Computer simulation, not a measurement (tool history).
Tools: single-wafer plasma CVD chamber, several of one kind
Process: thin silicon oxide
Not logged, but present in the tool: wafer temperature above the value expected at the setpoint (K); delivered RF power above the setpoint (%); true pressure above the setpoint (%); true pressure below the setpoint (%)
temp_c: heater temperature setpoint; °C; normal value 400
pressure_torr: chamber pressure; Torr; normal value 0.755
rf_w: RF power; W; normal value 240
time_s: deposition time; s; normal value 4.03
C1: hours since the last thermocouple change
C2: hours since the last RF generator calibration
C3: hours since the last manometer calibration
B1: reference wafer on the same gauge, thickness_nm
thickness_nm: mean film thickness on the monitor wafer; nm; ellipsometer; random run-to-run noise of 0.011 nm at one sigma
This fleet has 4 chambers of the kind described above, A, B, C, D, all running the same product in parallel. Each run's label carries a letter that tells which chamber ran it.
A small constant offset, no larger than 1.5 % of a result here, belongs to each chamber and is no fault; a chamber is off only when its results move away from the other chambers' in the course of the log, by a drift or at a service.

run 1A hour=7.1 | temp_c=400 pressure_torr=0.755 rf_w=240 time_s=4.03 | C1=1678.7 C2=35.1 C3=118.6 | B1=5.3889 | thickness_nm=6.4308
run 2B hour=17.7 | temp_c=400 pressure_torr=0.755 rf_w=240 time_s=4.03 | C1=537.8 C2=584.2 C3=1306.0 | B1=5.3911 | thickness_nm=6.3826
run 3D hour=26.0 | temp_c=400 pressure_torr=0.755 rf_w=240 time_s=4.03 | C1=2214.0 C2=1661.3 C3=199.1 | B1=5.3949 | thickness_nm=6.4152
run 4C hour=32.1 | temp_c=400 pressure_torr=0.755 rf_w=240 time_s=4.03 | C1=1474.8 C2=1848.4 C3=1636.4 | B1=5.3924 | thickness_nm=6.2998
run 5D hour=42.4 | temp_c=400 pressure_torr=0.755 rf_w=240 time_s=4.03 | C1=2230.4 C2=1677.7 C3=215.5 | B1=5.3921 | thickness_nm=6.3997
run 6B hour=52.7 | temp_c=400 pressure_torr=0.755 rf_w=240 time_s=4.03 | C1=572.8 C2=619.2 C3=1341.0 | B1=5.3939 | thickness_nm=6.3875
run 7C hour=59.5 | temp_c=400 pressure_torr=0.755 rf_w=240 time_s=4.03 | C1=1502.2 C2=1875.8 C3=1663.8 | B1=5.3967 | thickness_nm=6.3385
-- hour=63.3 chamber C: RF generator calibrated
run 8A hour=67.4 | temp_c=400 pressure_torr=0.755 rf_w=240 time_s=4.03 | C1=1739.0 C2=95.4 C3=178.9 | B1=5.3984 | thickness_nm=6.4206
run 9C hour=79.9 | temp_c=400 pressure_torr=0.755 rf_w=240 time_s=4.03 | C1=1522.6 C2=16.7 C3=1684.2 | B1=5.3969 | thickness_nm=6.3267
run 10D hour=88.2 | temp_c=400 pressure_torr=0.755 rf_w=240 time_s=4.03 | C1=2276.2 C2=1723.5 C3=261.3 | B1=5.3977 | thickness_nm=6.4170
run 11A hour=94.6 | temp_c=400 pressure_torr=0.755 rf_w=240 time_s=4.03 | C1=1766.2 C2=122.6 C3=206.1 | B1=5.3987 | thickness_nm=6.4339
run 12B hour=100.1 | temp_c=400 pressure_torr=0.755 rf_w=240 time_s=4.03 | C1=620.2 C2=666.6 C3=1388.4 | B1=5.3988 | thickness_nm=6.3841
-- hour=108.5 chamber D: thermocouple changed; heater temperature recalibrated
run 13C hour=111.7 | temp_c=400 pressure_torr=0.755 rf_w=240 time_s=4.03 | C1=1554.4 C2=48.5 C3=1716.0 | B1=5.4020 | thickness_nm=6.3319
run 14B hour=123.7 | temp_c=400 pressure_torr=0.755 rf_w=240 time_s=4.03 | C1=643.8 C2=690.2 C3=1412.0 | B1=5.4019 | thickness_nm=6.3897
run 15D hour=135.9 | temp_c=400 pressure_torr=0.755 rf_w=240 time_s=4.03 | C1=27.5 C2=1771.2 C3=309.0 | B1=5.4025 | thickness_nm=6.4286
run 16A hour=142.8 | temp_c=391 pressure_torr=0.755 rf_w=240 time_s=4.03 | C1=1814.4 C2=170.8 C3=254.3 | B1=5.4056 | thickness_nm=6.4786
run 17B hour=152.6 | temp_c=391 pressure_torr=0.755 rf_w=240 time_s=4.03 | C1=672.7 C2=719.1 C3=1440.9 | B1=5.4040 | thickness_nm=6.4479
run 18D hour=163.5 | temp_c=391 pressure_torr=0.755 rf_w=240 time_s=4.03 | C1=55.1 C2=1798.8 C3=336.6 | B1=5.4059 | thickness_nm=6.4597
run 19A hour=174.5 | temp_c=391 pressure_torr=0.755 rf_w=240 time_s=4.03 | C1=1846.1 C2=202.5 C3=286.0 | B1=5.4057 | thickness_nm=6.4886
run 20C hour=183.5 | temp_c=400 pressure_torr=0.755 rf_w=240 time_s=4.03 | C1=1626.2 C2=120.3 C3=1787.8 | B1=5.4067 | thickness_nm=6.3410
run 21B hour=189.7 | temp_c=400 pressure_torr=0.755 rf_w=240 time_s=4.03 | C1=709.8 C2=756.2 C3=1478.0 | B1=5.4059 | thickness_nm=6.3920
-- hour=200.5 chamber C: capacitance manometer re-zeroed and calibrated
run 22A hour=201.6 | temp_c=400 pressure_torr=0.755 rf_w=240 time_s=4.03 | C1=1873.2 C2=229.6 C3=313.1 | B1=5.4086 | thickness_nm=6.4559
run 23D hour=213.0 | temp_c=400 pressure_torr=0.755 rf_w=240 time_s=4.03 | C1=104.6 C2=1848.3 C3=386.1 | B1=5.4111 | thickness_nm=6.4188
run 24C hour=220.5 | temp_c=400 pressure_torr=0.755 rf_w=240 time_s=4.03 | C1=1663.2 C2=157.3 C3=20.1 | B1=5.4114 | thickness_nm=6.3495
run 25C hour=227.9 | temp_c=400 pressure_torr=0.755 rf_w=240 time_s=4.03 | C1=1670.6 C2=164.7 C3=27.5 | B1=5.4099 | thickness_nm=6.3566
run 26D hour=233.5 | temp_c=400 pressure_torr=0.755 rf_w=240 time_s=4.03 | C1=125.1 C2=1868.8 C3=406.6 | B1=5.4109 | thickness_nm=6.4173
run 27A hour=241.6 | temp_c=400 pressure_torr=0.755 rf_w=240 time_s=4.03 | C1=1913.2 C2=269.6 C3=353.1 | B1=5.4142 | thickness_nm=6.4513
-- hour=252.0 chamber B: capacitance manometer re-zeroed and calibrated
run 28B hour=253.1 | temp_c=400 pressure_torr=0.864 rf_w=240 time_s=4.03 | C1=773.2 C2=819.6 C3=1.1 | B1=5.4108 | thickness_nm=7.2580
run 29D hour=263.3 | temp_c=400 pressure_torr=0.864 rf_w=240 time_s=4.03 | C1=154.9 C2=1898.6 C3=436.4 | B1=5.4142 | thickness_nm=7.2655
run 30C hour=270.5 | temp_c=400 pressure_torr=0.864 rf_w=240 time_s=4.03 | C1=1713.2 C2=207.3 C3=70.1 | B1=5.4149 | thickness_nm=7.1818
run 31B hour=280.2 | temp_c=400 pressure_torr=0.864 rf_w=240 time_s=4.03 | C1=800.3 C2=846.7 C3=28.2 | B1=5.4169 | thickness_nm=7.2568
run 32A hour=287.9 | temp_c=400 pressure_torr=0.755 rf_w=240 time_s=4.03 | C1=1959.5 C2=315.9 C3=399.4 | B1=5.4170 | thickness_nm=6.4623
run 33A hour=293.9 | temp_c=400 pressure_torr=0.755 rf_w=240 time_s=4.03 | C1=1965.5 C2=321.9 C3=405.4 | B1=5.4193 | thickness_nm=6.4660
run 34C hour=299.9 | temp_c=400 pressure_torr=0.755 rf_w=240 time_s=4.03 | C1=1742.6 C2=236.7 C3=99.5 | B1=5.4164 | thickness_nm=6.3539
run 35B hour=306.4 | temp_c=400 pressure_torr=0.755 rf_w=240 time_s=4.03 | C1=826.5 C2=872.9 C3=54.4 | B1=5.4208 | thickness_nm=6.4141
run 36D hour=317.3 | temp_c=400 pressure_torr=0.755 rf_w=240 time_s=4.03 | C1=208.9 C2=1952.6 C3=490.4 | B1=5.4206 | thickness_nm=6.4396
run 37B hour=324.3 | temp_c=400 pressure_torr=0.755 rf_w=240 time_s=4.03 | C1=844.4 C2=890.8 C3=72.3 | B1=5.4210 | thickness_nm=6.4240
run 38A hour=333.0 | temp_c=400 pressure_torr=0.755 rf_w=240 time_s=4.03 | C1=2004.6 C2=361.0 C3=444.5 | B1=5.4199 | thickness_nm=6.4799
run 39D hour=344.2 | temp_c=400 pressure_torr=0.755 rf_w=240 time_s=4.03 | C1=235.8 C2=1979.5 C3=517.3 | B1=5.4215 | thickness_nm=6.4327
run 40C hour=350.4 | temp_c=400 pressure_torr=0.755 rf_w=240 time_s=4.03 | C1=1793.1 C2=287.2 C3=150.0 | B1=5.4215 | thickness_nm=6.3678
run 41C hour=362.5 | temp_c=400 pressure_torr=0.755 rf_w=240 time_s=4.03 | C1=1805.2 C2=299.3 C3=162.1 | B1=5.4249 | thickness_nm=6.3633
run 42B hour=368.9 | temp_c=400 pressure_torr=0.695 rf_w=195 time_s=4.03 | C1=889.0 C2=935.4 C3=116.9 | B1=5.4243 | thickness_nm=5.3420
run 43A hour=379.1 | temp_c=400 pressure_torr=0.695 rf_w=195 time_s=4.03 | C1=2050.7 C2=407.1 C3=490.6 | B1=5.4232 | thickness_nm=5.3855
run 44D hour=390.5 | temp_c=400 pressure_torr=0.695 rf_w=195 time_s=4.03 | C1=282.1 C2=2025.8 C3=563.6 | B1=5.4272 | thickness_nm=5.3301

Predict what each chamber gives when all 4 of them run the settings below next.
run 45A hour=399.5 | temp_c=400 pressure_torr=0.755 rf_w=240 time_s=4.29 | thickness_nm=?
run 45B hour=399.5 | temp_c=400 pressure_torr=0.755 rf_w=240 time_s=4.29 | thickness_nm=?
run 45C hour=399.5 | temp_c=400 pressure_torr=0.755 rf_w=240 time_s=4.29 | thickness_nm=?
run 45D hour=399.5 | temp_c=400 pressure_torr=0.755 rf_w=240 time_s=4.29 | thickness_nm=?

run=45A thickness_nm=6.8831
run=45B thickness_nm=6.8535
run=45C thickness_nm=6.7801
run=45D thickness_nm=6.8690

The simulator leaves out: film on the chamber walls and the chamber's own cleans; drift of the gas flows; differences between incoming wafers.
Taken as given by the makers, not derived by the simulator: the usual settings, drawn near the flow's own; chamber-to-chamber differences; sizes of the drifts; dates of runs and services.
